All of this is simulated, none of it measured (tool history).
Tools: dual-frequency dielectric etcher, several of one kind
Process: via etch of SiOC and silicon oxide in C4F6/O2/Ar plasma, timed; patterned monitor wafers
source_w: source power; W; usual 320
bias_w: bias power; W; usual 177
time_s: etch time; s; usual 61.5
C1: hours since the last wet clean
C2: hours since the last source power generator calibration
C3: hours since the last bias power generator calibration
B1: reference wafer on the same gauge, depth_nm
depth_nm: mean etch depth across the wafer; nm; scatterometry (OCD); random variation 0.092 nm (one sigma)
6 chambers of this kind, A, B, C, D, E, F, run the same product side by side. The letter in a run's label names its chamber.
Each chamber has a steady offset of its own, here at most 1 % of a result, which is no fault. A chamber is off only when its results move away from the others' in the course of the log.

Run 1B, hour 8.8: usual settings; C1 47.2; C2 354.1; C3 1515.6; B1 70.706. Result: depth_nm 63.823 nm.
At hour 12.9: chamber A: source power generator calibrated.
Run 2E, hour 17.4: usual settings; C1 281.0; C2 1461.0; C3 1945.5; B1 70.682. Result: depth_nm 63.510 nm.
Run 3D, hour 22.1: usual settings; C1 438.1; C2 1531.8; C3 44.2; B1 70.671. Result: depth_nm 63.899 nm.
Run 4C, hour 30.5: usual settings; C1 52.2; C2 1920.8; C3 2408.9; B1 70.637. Result: depth_nm 63.654 nm.
At hour 35.5: chamber D: source power generator calibrated.
Run 5F, hour 38.1: usual settings; C1 321.8; C2 1433.2; C3 846.1; B1 70.636. Result: depth_nm 63.253 nm.
Run 6A, hour 46.4: usual settings; C1 280.2; C2 33.6; C3 378.7; B1 70.648. Result: depth_nm 63.255 nm.
Run 7A, hour 50.9: usual settings; C1 284.7; C2 38.1; C3 383.2; B1 70.602. Result: depth_nm 63.292 nm.
Run 8F, hour 59.7: usual settings; C1 343.4; C2 1454.8; C3 867.7; B1 70.591. Result: depth_nm 63.287 nm.
Run 9D, hour 64.2: usual settings but bias_w 214 W, time_s 77.0 s; C1 480.2; C2 28.7; C3 86.3; B1 70.613. Result: depth_nm 85.178 nm.
Run 10B, hour 68.6: usual settings but bias_w 214 W, time_s 77.0 s; C1 107.0; C2 413.9; C3 1575.4; B1 70.604. Result: depth_nm 84.951 nm.
Run 11C, hour 75.4: usual settings but bias_w 214 W, time_s 77.0 s; C1 97.1; C2 1965.7; C3 2453.8; B1 70.605. Result: depth_nm 84.866 nm.
Run 12E, hour 82.4: usual settings but bias_w 214 W, time_s 77.0 s; C1 346.0; C2 1526.0; C3 2010.5; B1 70.556. Result: depth_nm 84.042 nm.
Run 13F, hour 87.1: usual settings but bias_w 214 W, time_s 77.0 s; C1 370.8; C2 1482.2; C3 895.1; B1 70.577. Result: depth_nm 84.338 nm.
Run 14D, hour 95.2: usual settings but bias_w 214 W, time_s 77.0 s; C1 511.2; C2 59.7; C3 117.3; B1 70.548. Result: depth_nm 84.925 nm.
Run 15E, hour 101.6: usual settings; C1 365.2; C2 1545.2; C3 2029.7; B1 70.557. Result: depth_nm 63.077 nm.
At hour 106.5: chamber E: wet clean of the chamber.
Run 16B, hour 107.6: usual settings; C1 146.0; C2 452.9; C3 1614.4; B1 70.515. Result: depth_nm 63.554 nm.
Run 17C, hour 116.9: usual settings; C1 138.6; C2 2007.2; C3 2495.3; B1 70.526. Result: depth_nm 63.527 nm.
Run 18A, hour 124.9: usual settings; C1 358.7; C2 112.1; C3 457.2; B1 70.472. Result: depth_nm 63.457 nm.
Run 19C, hour 129.6: usual settings; C1 151.3; C2 2019.9; C3 2508.0; B1 70.485. Result: depth_nm 63.582 nm.
At hour 133.4: chamber A: wet clean of the chamber.
Run 20F, hour 136.9: usual settings but source_w 360 W, time_s 69.0 s; C1 420.6; C2 1532.0; C3 944.9; B1 70.487. Result: depth_nm 74.176 nm.
Run 21D, hour 144.6: usual settings but source_w 360 W, time_s 69.0 s; C1 560.6; C2 109.1; C3 166.7; B1 70.457. Result: depth_nm 74.984 nm.
Run 22E, hour 151.5: usual settings but source_w 360 W, time_s 69.0 s; C1 45.1; C2 1595.1; C3 2079.6; B1 70.458. Result: depth_nm 74.027 nm.
Run 23A, hour 157.9: usual settings but source_w 360 W, time_s 69.0 s; C1 24.5; C2 145.1; C3 490.2; B1 70.479. Result: depth_nm 74.369 nm.
Run 24B, hour 165.9: usual settings but source_w 360 W, time_s 69.0 s; C1 204.3; C2 511.2; C3 1672.7; B1 70.439. Result: depth_nm 74.730 nm.
Run 25D, hour 171.0: usual settings but source_w 360 W, time_s 69.0 s; C1 587.0; C2 135.5; C3 193.1; B1 70.466. Result: depth_nm 74.764 nm.
Run 26E, hour 179.8: usual settings; C1 73.4; C2 1623.4; C3 2107.9; B1 70.415. Result: depth_nm 63.109 nm.
Run 27A, hour 188.4: usual settings; C1 55.0; C2 175.6; C3 520.7; B1 70.404. Result: depth_nm 63.259 nm.
Run 28C, hour 195.8: usual settings; C1 217.5; C2 2086.1; C3 2574.2; B1 70.395. Result: depth_nm 63.436 nm.
Run 29B, hour 202.0: usual settings; C1 240.4; C2 547.3; C3 1708.8; B1 70.373. Result: depth_nm 63.455 nm.
At hour 208.2: chamber D: wet clean of the chamber.
Run 30F, hour 210.9: usual settings; C1 494.6; C2 1606.0; C3 1018.9; B1 70.376. Result: depth_nm 63.026 nm.
At hour 212.0: chamber F: wet clean of the chamber.
Run 31C, hour 215.6: usual settings; C1 237.3; C2 2105.9; C3 2594.0; B1 70.368. Result: depth_nm 63.252 nm.
Run 32B, hour 222.7: usual settings; C1 261.1; C2 568.0; C3 1729.5; B1 70.345. Result: depth_nm 63.285 nm.
Run 33D, hour 230.8: usual settings; C1 22.6; C2 195.3; C3 252.9; B1 70.331. Result: depth_nm 63.465 nm.
Run 34A, hour 238.9: usual settings; C1 105.5; C2 226.1; C3 571.2; B1 70.319. Result: depth_nm 63.205 nm.
Run 35E, hour 243.9: usual settings; C1 137.5; C2 1687.5; C3 2172.0; B1 70.332. Result: depth_nm 63.068 nm.
Run 36F, hour 248.8: usual settings; C1 36.9; C2 1643.9; C3 1056.8; B1 70.334. Result: depth_nm 63.183 nm.
Run 37C, hour 255.0: usual settings; C1 276.7; C2 2145.3; C3 2633.4; B1 70.300. Result: depth_nm 63.535 nm.
Run 38B, hour 260.9: usual settings; C1 299.3; C2 606.2; C3 1767.7; B1 70.308. Result: depth_nm 63.173 nm.

Is one chamber off against the others, does the gauge drift, or is nothing wrong? If a chamber is off, say which, and what the likeliest cause is.

The gauge drifts, so all chambers seem to drift together. No chamber is off.
Cause: gauge reads low (%) = 0.597.
